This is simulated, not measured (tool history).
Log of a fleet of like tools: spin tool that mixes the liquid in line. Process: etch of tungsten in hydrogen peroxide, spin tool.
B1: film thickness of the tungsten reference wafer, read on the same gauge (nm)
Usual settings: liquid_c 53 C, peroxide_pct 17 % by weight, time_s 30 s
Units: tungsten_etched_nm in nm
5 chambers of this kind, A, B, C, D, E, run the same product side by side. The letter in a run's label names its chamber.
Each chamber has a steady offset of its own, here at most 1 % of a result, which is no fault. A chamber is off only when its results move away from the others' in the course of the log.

Run 1D, hour 11.2: usual settings; B1 120. Result: tungsten_etched_nm 27.993 nm.
Run 2A, hour 27: usual settings; B1 120.02. Result: tungsten_etched_nm 27.799 nm.
Run 3E, hour 39.6: usual settings; B1 120.02. Result: tungsten_etched_nm 27.817 nm.
At hour 50.2: chamber D: new drum of peroxide connected.
Run 4B, hour 52.7: usual settings; B1 120. Result: tungsten_etched_nm 28.085 nm.
Run 5C, hour 64.4: usual settings but peroxide_pct 13 % by weight; B1 119.98. Result: tungsten_etched_nm 24.756 nm.
Run 6A, hour 79.7: usual settings but peroxide_pct 13 % by weight; B1 119.96. Result: tungsten_etched_nm 24.308 nm.
Run 7E, hour 96: usual settings but peroxide_pct 13 % by weight; B1 119.97. Result: tungsten_etched_nm 24.412 nm.
At hour 96.6: chamber D: peroxide flow meter replaced.
Run 8B, hour 105.4: usual settings but peroxide_pct 13 % by weight; B1 120.06. Result: tungsten_etched_nm 24.857 nm.
At hour 113.7: chamber B: new drum of peroxide connected.
Run 9C, hour 115.5: usual settings but peroxide_pct 13 % by weight; B1 120.05. Result: tungsten_etched_nm 24.64 nm.
Run 10D, hour 129.2: usual settings; B1 120.01. Result: tungsten_etched_nm 27.71 nm.
At hour 137.5: chamber C: new drum of peroxide connected.
Run 11B, hour 139.7: usual settings; B1 120. Result: tungsten_etched_nm 28.148 nm.
Run 12A, hour 153.5: usual settings; B1 120.01. Result: tungsten_etched_nm 27.94 nm.
Run 13C, hour 170: usual settings; B1 119.98. Result: tungsten_etched_nm 28.272 nm.
Run 14D, hour 181.5: usual settings; B1 119.98. Result: tungsten_etched_nm 28.149 nm.
Run 15E, hour 190.2: usual settings; B1 120.02. Result: tungsten_etched_nm 27.869 nm.
At hour 197.6: chamber B: peroxide flow meter replaced.
Run 16A, hour 204.6: usual settings; B1 120. Result: tungsten_etched_nm 27.869 nm.
Run 17C, hour 216.6: usual settings; B1 120.02. Result: tungsten_etched_nm 28.15 nm.
Run 18D, hour 226.8: usual settings but time_s 20 s; B1 120.01. Result: tungsten_etched_nm 18.693 nm.
At hour 231.8: chamber C: thermometer replaced.
Run 19B, hour 242.6: usual settings but time_s 20 s; B1 119.97. Result: tungsten_etched_nm 18.944 nm.
Run 20E, hour 251.8: usual settings but time_s 20 s; B1 120.02. Result: tungsten_etched_nm 18.528 nm.
Run 21A, hour 261.9: usual settings but time_s 20 s; B1 120.01. Result: tungsten_etched_nm 18.625 nm.
Run 22D, hour 276.1: usual settings but time_s 20 s; B1 120.04. Result: tungsten_etched_nm 18.773 nm.
Run 23E, hour 284.9: usual settings; B1 120.02. Result: tungsten_etched_nm 27.978 nm.
Run 24B, hour 293.2: usual settings; B1 119.96. Result: tungsten_etched_nm 28.684 nm.
At hour 303: chamber E: new drum of peroxide connected.
Run 25C, hour 308.4: usual settings; B1 120.02. Result: tungsten_etched_nm 28.128 nm.
Run 26C, hour 319.8: usual settings but liquid_c 59 C, peroxide_pct 15 % by weight; B1 119.99. Result: tungsten_etched_nm 37.75 nm.
Run 27A, hour 331.3: usual settings but liquid_c 59 C, peroxide_pct 15 % by weight; B1 120.02. Result: tungsten_etched_nm 37.467 nm.
At hour 341.5: chamber A: thermometer replaced.
Run 28D, hour 342.6: usual settings but liquid_c 59 C, peroxide_pct 15 % by weight; B1 120. Result: tungsten_etched_nm 37.192 nm.
At hour 350: chamber D: new drum of peroxide connected.
Run 29E, hour 356.6: usual settings but liquid_c 59 C, peroxide_pct 15 % by weight; B1 120. Result: tungsten_etched_nm 37.212 nm.
Run 30B, hour 365.4: usual settings but liquid_c 59 C, peroxide_pct 15 % by weight; B1 120.02. Result: tungsten_etched_nm 38.453 nm.
Run 31D, hour 373.2: usual settings; B1 120.03. Result: tungsten_etched_nm 27.927 nm.
Run 32B, hour 385: usual settings; B1 119.98. Result: tungsten_etched_nm 28.705 nm.
Run 33A, hour 394.6: usual settings; B1 119.99. Result: tungsten_etched_nm 27.85 nm.
Run 34C, hour 405.2: usual settings; B1 119.97. Result: tungsten_etched_nm 28.003 nm.
Run 35E, hour 417.1: usual settings; B1 119.94. Result: tungsten_etched_nm 27.84 nm.
Run 36D, hour 429.2: usual settings; B1 120.03. Result: tungsten_etched_nm 28.114 nm.
Run 37A, hour 445: usual settings; B1 120. Result: tungsten_etched_nm 27.875 nm.
Run 38B, hour 459.3: usual settings; B1 119.97. Result: tungsten_etched_nm 29.045 nm.
Run 39C, hour 467.5: usual settings; B1 120. Result: tungsten_etched_nm 28.013 nm.

What goes on in this fleet: one chamber off, a drifting gauge, or nothing beyond the chambers' own small offsets? Name the chamber and the cause, if any.

Chamber B drifts away from the others.
Cause: liquid hotter than its thermometer reads (K) = 0.482.

Here are 4 candidates for chamber B's next run, each the usual settings with a change, their results left as question marks. Which one brings its results back in line with what the others give on the usual settings?
In line means no further than this from the other chambers' mean on the usual settings: tungsten_etched_nm 0.39 nm
Run 40B-1, hour 479.3: usual settings but liquid_c 52 C. Result: tungsten_etched_nm ?.
Run 40B-2, hour 479.3: usual settings but liquid_c 52.5 C. Result: tungsten_etched_nm ?.
Run 40B-3, hour 479.3: usual settings but liquid_c 53.5 C. Result: tungsten_etched_nm ?.
Run 40B-4, hour 479.3: usual settings but liquid_c 54 C. Result: tungsten_etched_nm ?.

The other chambers' mean on the usual settings: tungsten_etched_nm 27.956 nm
  run  tungsten_etched_nm
40B-1              27.181
40B-2               28.01
40B-3              29.737
40B-4              30.636
40B-2 brings the chamber back in line.
